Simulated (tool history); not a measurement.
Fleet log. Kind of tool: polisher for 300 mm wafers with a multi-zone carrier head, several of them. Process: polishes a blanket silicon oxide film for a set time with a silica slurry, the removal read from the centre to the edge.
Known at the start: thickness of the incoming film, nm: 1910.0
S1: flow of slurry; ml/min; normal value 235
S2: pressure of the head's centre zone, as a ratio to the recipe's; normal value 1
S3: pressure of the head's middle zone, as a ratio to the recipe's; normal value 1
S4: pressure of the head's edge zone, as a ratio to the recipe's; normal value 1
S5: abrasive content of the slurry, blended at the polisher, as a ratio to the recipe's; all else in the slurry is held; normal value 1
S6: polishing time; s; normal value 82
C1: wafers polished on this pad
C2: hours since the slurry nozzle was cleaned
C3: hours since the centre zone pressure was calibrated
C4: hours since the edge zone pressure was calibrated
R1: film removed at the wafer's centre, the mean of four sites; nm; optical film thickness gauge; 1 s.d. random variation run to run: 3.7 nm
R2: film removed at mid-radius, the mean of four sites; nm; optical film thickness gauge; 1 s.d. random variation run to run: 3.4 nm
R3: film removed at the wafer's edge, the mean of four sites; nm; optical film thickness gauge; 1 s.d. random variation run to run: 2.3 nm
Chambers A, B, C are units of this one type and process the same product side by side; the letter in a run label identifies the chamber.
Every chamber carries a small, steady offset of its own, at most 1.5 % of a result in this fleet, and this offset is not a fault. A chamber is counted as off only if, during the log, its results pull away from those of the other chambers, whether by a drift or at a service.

run	hour	S1	S2	S3	S4	S5	S6	C1	C2	C3	C4	R1	R2	R3
# hour 6.5: chamber C: slurry nozzle cleaned
1C	7.8	235	1	1	1	1	82	237	1.3	199.5	361.4	295.43	287.41	290.31
2B	17.8	235	1	1	1	1	82	392	617.4	779.1	414.9	292.99	297.93	294.74
3A	26.6	235	1	1	1	1	82	360	372.6	713.9	110.1	292.93	293.82	288.96
4A	32.2	235	1	1	1	1	82	414	378.2	719.5	115.7	293.73	301.01	293.96
5B	43.6	235	1	1	1	1	82	643	643.2	804.9	440.7	295.1	294.65	294.46
# hour 55.2: chamber C: worn pad replaced by a new one
6C	55.3	235	1	1	1	1	82	1	48.8	247	408.9	297.14	291.21	294.07
# hour 61.1: chamber B: slurry nozzle cleaned
7C	61.9	235	1	1	1	1	82	65	55.4	253.6	415.5	295.3	289.22	291.53
# hour 64.4: chamber A: worn pad replaced by a new one
# hour 66.7: chamber B: worn pad replaced by a new one
8B	71.7	235	1	1	1	1	82	48	10.6	833	468.8	296.77	294.71	293.54
9A	81.3	235	1	1	1	1	82	164	427.3	768.6	164.8	294.31	292.61	293.14
10A	91.7	235	1	1	1	1	82	265	437.7	779	175.2	291.19	293.79	295.9
11C	99.9	235	1	1	1	1	82	434	93.4	291.6	453.5	297.21	291.52	295.13
12B	109.8	235	1	1.1	1	1	82	418	48.7	871.1	506.9	294.53	319.89	293.98
# hour 114: chamber B: edge zone pressure recalibrated
13A	115.3	235	1	1.1	1	1	82	494	461.3	802.6	198.8	294.47	320.1	289.3
14C	122.2	235	1	1.1	1	1	82	650	115.7	313.9	475.8	299.66	317.94	292.41
# hour 123.3: chamber A: worn pad replaced by a new one
# hour 128.6: chamber C: worn pad replaced by a new one
15B	130.5	235	1	1	1	1	82	619	69.4	891.8	16.6	295.19	293.2	290.22
# hour 140.1: chamber B: worn pad replaced by a new one
16A	141.5	235	1	1	1	1	82	176	487.5	828.8	225	292.07	298.79	291.29
17B	148.5	235	1	0.89	1	0.85	82	82	87.4	909.8	34.6	266.98	250.28	273.78
18C	157.7	235	1	0.89	1	0.85	82	282	151.2	349.4	511.3	277.8	241.69	273.52
19C	166.4	235	1	0.89	1	0.85	82	367	159.9	358.1	520	272.21	236.65	273.11
20B	174.9	235	1	1	1	1	82	338	113.8	936.2	61	294.84	291.32	292.94
21A	180.1	235	1	1	1	1	82	551	526.1	867.4	263.6	295.86	292.4	292
# hour 182.1: chamber A: worn pad replaced by a new one
22C	186.9	235	1.08	1	1.12	1	82	566	180.4	378.6	540.5	325.61	291.21	311.43
# hour 192.1: chamber C: worn pad replaced by a new one
23B	195.3	235	1.08	1	1.12	1	82	536	134.2	956.6	81.4	326.2	295.57	312.04
24A	206.1	235	1.08	1	1.12	1	82	233	552.1	893.4	289.6	314.64	288.67	311.62
# hour 214.7: chamber B: centre zone pressure recalibrated
25C	217	235	1	1	1	1	82	242	210.5	408.7	570.6	293.08	297.18	294.09
26A	227.1	235	1	1	1	1	82	437	573.1	914.4	310.6	288.65	291.75	292.06
# hour 229: chamber B: worn pad replaced by a new one
27B	236.6	235	1	1	1	1	82	74	175.5	22	122.7	252.47	301.57	291.89
28A	245.5	235	1	1	1	1	82	615	591.5	932.8	329	288.1	292.47	293.4
29B	251	235	1	1	1	1	82	214	189.9	36.4	137.1	258.93	294.76	294.97
# hour 251.1: chamber A: worn pad replaced by a new one
# hour 257.9: chamber C: worn pad replaced by a new one
30C	260.4	235	1	1	1	1	82	25	253.9	452.1	614	295.94	290.9	296.36
31A	265.8	235	1	1	1	1	82	143	611.8	953.1	349.3	288.97	294.28	293.77
32C	270.9	235	1	1	1	1	82	126	264.4	462.6	624.5	302.19	298.26	293.42
33B	281.7	235	1	1	1	1	82	512	220.6	67.1	167.8	257.29	301.25	294.05
34C	292.3	235	1	1	1	1	82	334	285.8	484	645.9	296.59	292.58	298.15
35B	303.3	235	1	1	1	1	82	721	242.2	88.7	189.4	260.23	296.74	295.44
# hour 306: chamber B: worn pad replaced by a new one
36A	310.5	235	1	1	1	1	82	577	656.5	997.8	394	288.33	296.13	292.12
# hour 319.3: chamber C: worn pad replaced by a new one
# hour 320.9: chamber A: worn pad replaced by a new one
37B	321	235	1	1	1	1	82	146	259.9	106.4	207.1	263.49	297.2	293.84
38A	332.4	235	1	1	1	1	82	112	678.4	1019.7	415.9	294.27	293.88	290.4
# hour 340.9: chamber C: centre zone pressure recalibrated
39C	342.1	235	1	1	1	1	82	221	335.6	1.2	695.7	293.69	296.46	292.28

What goes on in this fleet: one chamber off, a drifting gauge, or nothing beyond the chambers' own small offsets? Name the chamber and the cause, if any.

A service left chamber B off against the others.
Cause: centre zone's pressure below its setpoint, % = 11.8.

Below are 4 candidate recipes for chamber B's next run, each the usual settings with a change, their results shown as question marks. Which of them brings B's results back in line with what the other chambers give on the usual settings?
Maximum distance from the other chambers' mean on the usual settings for a result to count as in line: R1 13 nm; R2 12 nm; R3 8 nm
40B-1	350.6	230	0.89	1.03	1.03	1	81					?	?	?
40B-2	350.6	240	1.11	0.97	0.97	1	83					?	?	?
40B-3	350.6	225	0.85	1.04	1.04	1	81					?	?	?
40B-4	350.6	245	1.17	0.95	0.95	1	84					?	?	?

The other chambers' mean on the usual settings: R1 293.42 nm; R2 292.22 nm; R3 293.1 nm
run	R1	R2	R3
40B-1	221.17	297.81	294.84
40B-2	292.3	290.17	294.28
40B-3	209.16	299.66	295.68
40B-4	314.42	288.81	295.32
40B-2 puts the chamber back in line with the other chambers.
